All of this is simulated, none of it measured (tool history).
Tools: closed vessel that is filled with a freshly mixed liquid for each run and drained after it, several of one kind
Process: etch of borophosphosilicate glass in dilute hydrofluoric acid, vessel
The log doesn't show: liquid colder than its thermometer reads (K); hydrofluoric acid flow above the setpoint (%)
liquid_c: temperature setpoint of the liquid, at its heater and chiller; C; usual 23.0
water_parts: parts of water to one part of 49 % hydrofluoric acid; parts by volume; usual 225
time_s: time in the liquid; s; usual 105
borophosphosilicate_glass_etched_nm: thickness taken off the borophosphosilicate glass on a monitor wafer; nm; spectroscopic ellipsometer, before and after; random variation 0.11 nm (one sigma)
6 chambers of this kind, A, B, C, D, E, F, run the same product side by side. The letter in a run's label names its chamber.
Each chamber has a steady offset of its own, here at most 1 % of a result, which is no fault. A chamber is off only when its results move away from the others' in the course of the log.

| run | hour | liquid_c | water_parts | time_s | hours since the thermometer was replaced | hours since the hydrofluoric acid flow meter was replaced | read-back film thickness of the borophosphosilicate glass reference wafer, read on the same gauge (nm) | borophosphosilicate_glass_etched_nm |
|---|---|---|---|---|---|---|---|---|
| 1D | 12.1 | 23.0 | 225 | 105 | 758.9 | 1034.0 | 50.002 | 24.576 |
| 2B | 24.2 | 23.0 | 225 | 105 | 345.5 | 219.9 | 49.998 | 24.290 |
| 3F | 35.5 | 23.0 | 225 | 105 | 382.2 | 1056.1 | 50.004 | 24.635 |
| 4C | 41.5 | 23.0 | 225 | 105 | 558.3 | 1747.1 | 49.994 | 24.222 |
| 5A | 47.6 | 23.0 | 225 | 105 | 688.9 | 1296.9 | 50.033 | 24.422 |
| 6E | 58.5 | 23.0 | 225 | 105 | 619.6 | 1573.6 | 49.989 | 24.676 |
| 7E | 70.7 | 23.0 | 225 | 105 | 631.8 | 1585.8 | 49.993 | 24.507 |
| 8D | 82.5 | 23.0 | 225 | 105 | 829.3 | 1104.4 | 50.011 | 24.564 |
| 9A | 89.5 | 26.0 | 225 | 105 | 730.8 | 1338.8 | 50.016 | 27.326 |
|  | 100.9 | chamber C: hydrofluoric acid flow meter replaced |
| 10B | 101.9 | 26.0 | 225 | 105 | 423.2 | 297.6 | 50.011 | 27.254 |
| 11F | 111.2 | 26.0 | 225 | 105 | 457.9 | 1131.8 | 49.983 | 27.352 |
| 12C | 122.1 | 26.0 | 225 | 105 | 638.9 | 21.3 | 49.998 | 27.053 |
| 13B | 130.7 | 26.0 | 225 | 105 | 452.0 | 326.4 | 49.992 | 27.375 |
| 14D | 139.6 | 26.0 | 225 | 105 | 886.4 | 1161.5 | 50.002 | 27.197 |
| 15A | 149.6 | 23.0 | 225 | 105 | 790.9 | 1398.9 | 50.020 | 24.272 |
| 16E | 161.2 | 23.0 | 225 | 105 | 722.3 | 1676.3 | 49.995 | 24.726 |
| 17C | 170.5 | 23.0 | 225 | 105 | 687.3 | 69.7 | 49.992 | 24.405 |
|  | 172.8 | chamber F: hydrofluoric acid flow meter replaced |
| 18F | 182.9 | 23.0 | 225 | 125 | 529.6 | 10.1 | 49.982 | 29.168 |
| 19C | 192.6 | 23.0 | 225 | 125 | 709.4 | 91.8 | 49.988 | 28.993 |
|  | 201.4 | chamber B: hydrofluoric acid flow meter replaced |
| 20E | 205.7 | 23.0 | 225 | 125 | 766.8 | 1720.8 | 50.005 | 29.415 |
| 21B | 217.4 | 23.0 | 225 | 125 | 538.7 | 16.1 | 49.973 | 28.720 |
| 22A | 229.5 | 23.0 | 225 | 125 | 870.8 | 1478.8 | 49.979 | 29.005 |
| 23F | 239.1 | 23.0 | 225 | 125 | 585.8 | 66.3 | 50.003 | 29.218 |
| 24D | 251.0 | 23.0 | 225 | 105 | 997.8 | 1272.9 | 49.984 | 24.318 |
| 25A | 257.6 | 19.5 | 225 | 105 | 898.9 | 1506.9 | 49.989 | 21.320 |
| 26C | 267.7 | 19.5 | 225 | 105 | 784.5 | 166.9 | 49.990 | 21.404 |
| 27B | 276.8 | 19.5 | 225 | 105 | 598.1 | 75.5 | 49.984 | 20.774 |
| 28D | 290.3 | 19.5 | 225 | 105 | 1037.1 | 1312.2 | 50.008 | 21.566 |
| 29E | 303.0 | 19.5 | 225 | 105 | 864.1 | 1818.1 | 50.003 | 21.531 |
| 30F | 313.7 | 19.5 | 225 | 105 | 660.4 | 140.9 | 49.977 | 21.599 |
|  | 317.0 | chamber A: hydrofluoric acid flow meter replaced |
| 31B | 321.4 | 23.0 | 225 | 105 | 642.7 | 120.1 | 49.981 | 23.632 |
| 32E | 331.2 | 23.0 | 225 | 105 | 892.3 | 1846.3 | 50.004 | 24.618 |
| 33A | 341.9 | 23.0 | 225 | 105 | 983.2 | 25.0 | 50.004 | 24.571 |
| 34C | 354.7 | 23.0 | 225 | 105 | 871.5 | 253.9 | 49.983 | 24.513 |
| 35F | 361.7 | 19.5 | 310 | 105 | 708.4 | 188.9 | 50.017 | 14.440 |
| 36D | 370.6 | 19.5 | 310 | 105 | 1117.4 | 1392.5 | 49.993 | 14.571 |
| 37A | 378.7 | 19.5 | 310 | 105 | 1020.0 | 61.8 | 49.997 | 14.259 |
| 38D | 385.5 | 19.5 | 310 | 105 | 1132.3 | 1407.4 | 49.998 | 14.511 |
| 39E | 398.4 | 19.5 | 310 | 105 | 959.5 | 1913.5 | 50.009 | 14.553 |

Next, every chamber runs the same settings. What will each give?
| 40A | 408.2 | 23.0 | 225 | 105 |  |  |  | ? |
| 40B | 408.2 | 23.0 | 225 | 105 |  |  |  | ? |
| 40C | 408.2 | 23.0 | 225 | 105 |  |  |  | ? |
| 40D | 408.2 | 23.0 | 225 | 105 |  |  |  | ? |
| 40E | 408.2 | 23.0 | 225 | 105 |  |  |  | ? |
| 40F | 408.2 | 23.0 | 225 | 105 |  |  |  | ? |

| run | borophosphosilicate_glass_etched_nm |
|---|---|
| 40A | 24.579 |
| 40B | 23.189 |
| 40C | 24.214 |
| 40D | 24.615 |
| 40E | 24.466 |
| 40F | 24.423 |
